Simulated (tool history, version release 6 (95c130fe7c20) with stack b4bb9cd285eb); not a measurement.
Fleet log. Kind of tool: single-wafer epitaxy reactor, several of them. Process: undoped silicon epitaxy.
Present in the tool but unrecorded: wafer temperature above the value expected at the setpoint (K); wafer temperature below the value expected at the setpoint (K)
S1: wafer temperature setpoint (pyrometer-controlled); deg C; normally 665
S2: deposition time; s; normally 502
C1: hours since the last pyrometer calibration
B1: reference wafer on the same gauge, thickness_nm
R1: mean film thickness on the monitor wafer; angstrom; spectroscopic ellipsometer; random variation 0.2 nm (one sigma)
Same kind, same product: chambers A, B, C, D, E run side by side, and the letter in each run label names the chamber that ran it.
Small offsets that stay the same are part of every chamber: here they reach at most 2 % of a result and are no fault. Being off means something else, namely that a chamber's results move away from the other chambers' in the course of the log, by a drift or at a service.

run 1E hour=7.4 | S1=665 S2=502 | C1=69.7 | B1=124.95 | R1=1164.30
run 2D hour=17.7 | S1=665 S2=502 | C1=248.4 | B1=124.95 | R1=1168.10
run 3C hour=25.8 | S1=665 S2=502 | C1=1800.9 | B1=124.93 | R1=1160.50
run 4A hour=35.6 | S1=665 S2=502 | C1=1647.8 | B1=124.95 | R1=1182.40
run 5B hour=41.5 | S1=660 S2=565 | C1=308.0 | B1=124.91 | R1=1172.20
run 6D hour=53.3 | S1=660 S2=565 | C1=284.0 | B1=124.88 | R1=1182.30
run 7A hour=64.6 | S1=660 S2=565 | C1=1676.8 | B1=124.83 | R1=1203.60
run 8C hour=73.6 | S1=660 S2=565 | C1=1848.7 | B1=124.80 | R1=1179.90
run 9E hour=80.8 | S1=660 S2=565 | C1=143.1 | B1=124.73 | R1=1178.80
run 10B hour=88.5 | S1=665 S2=502 | C1=355.0 | B1=124.77 | R1=1162.20
run 11C hour=96.4 | S1=665 S2=502 | C1=1871.5 | B1=124.69 | R1=1162.10
run 12A hour=102.6 | S1=665 S2=502 | C1=1714.8 | B1=124.71 | R1=1182.90
run 13B hour=109.6 | S1=665 S2=502 | C1=376.1 | B1=124.64 | R1=1160.80
run 14E hour=118.3 | S1=665 S2=502 | C1=180.6 | B1=124.68 | R1=1161.30
run 15D hour=130.2 | S1=665 S2=502 | C1=360.9 | B1=124.64 | R1=1167.30
run 16B hour=141.4 | S1=665 S2=502 | C1=407.9 | B1=124.60 | R1=1159.10
run 17C hour=150.0 | S1=665 S2=502 | C1=1925.1 | B1=124.55 | R1=1156.90
run 18A hour=157.1 | S1=665 S2=502 | C1=1769.3 | B1=124.53 | R1=1181.40
run 19E hour=168.7 | S1=665 S2=502 | C1=231.0 | B1=124.55 | R1=1162.30
run 20D hour=177.4 | S1=665 S2=502 | C1=408.1 | B1=124.57 | R1=1166.70
run 21E hour=184.2 | S1=651 S2=447 | C1=246.5 | B1=124.50 | R1=761.18
run 22A hour=192.5 | S1=651 S2=447 | C1=1804.7 | B1=124.45 | R1=781.96
run 23D hour=201.6 | S1=651 S2=447 | C1=432.3 | B1=124.51 | R1=768.18
run 24B hour=213.1 | S1=651 S2=447 | C1=479.6 | B1=124.37 | R1=762.44
run 25C hour=219.8 | S1=651 S2=447 | C1=1994.9 | B1=124.43 | R1=767.16
run 26E hour=226.1 | S1=665 S2=502 | C1=288.4 | B1=124.32 | R1=1160.40
run 27B hour=232.9 | S1=665 S2=502 | C1=499.4 | B1=124.37 | R1=1153.30
run 28A hour=242.7 | S1=665 S2=502 | C1=1854.9 | B1=124.33 | R1=1181.10
run 29C hour=251.8 | S1=665 S2=502 | C1=2026.9 | B1=124.31 | R1=1160.20
run 30D hour=262.1 | S1=665 S2=502 | C1=492.8 | B1=124.30 | R1=1166.20
run 31A hour=271.4 | S1=665 S2=502 | C1=1883.6 | B1=124.23 | R1=1179.60
run 32D hour=281.0 | S1=665 S2=502 | C1=511.7 | B1=124.22 | R1=1161.80
run 33C hour=289.7 | S1=665 S2=502 | C1=2064.8 | B1=124.20 | R1=1155.30
run 34B hour=296.1 | S1=660 S2=575 | C1=562.6 | B1=124.27 | R1=1186.00
run 35E hour=303.2 | S1=660 S2=575 | C1=365.5 | B1=124.18 | R1=1191.20
run 36C hour=309.2 | S1=660 S2=575 | C1=2084.3 | B1=124.14 | R1=1189.30

Predict what each chamber gives when all 5 of them run the settings below next.
run 37A hour=317.9 | S1=665 S2=502 | R1=?
run 37B hour=317.9 | S1=665 S2=502 | R1=?
run 37C hour=317.9 | S1=665 S2=502 | R1=?
run 37D hour=317.9 | S1=665 S2=502 | R1=?
run 37E hour=317.9 | S1=665 S2=502 | R1=?

run=37A R1=1177.30
run=37B R1=1155.20
run=37C R1=1153.30
run=37D R1=1162.40
run=37E R1=1158.10
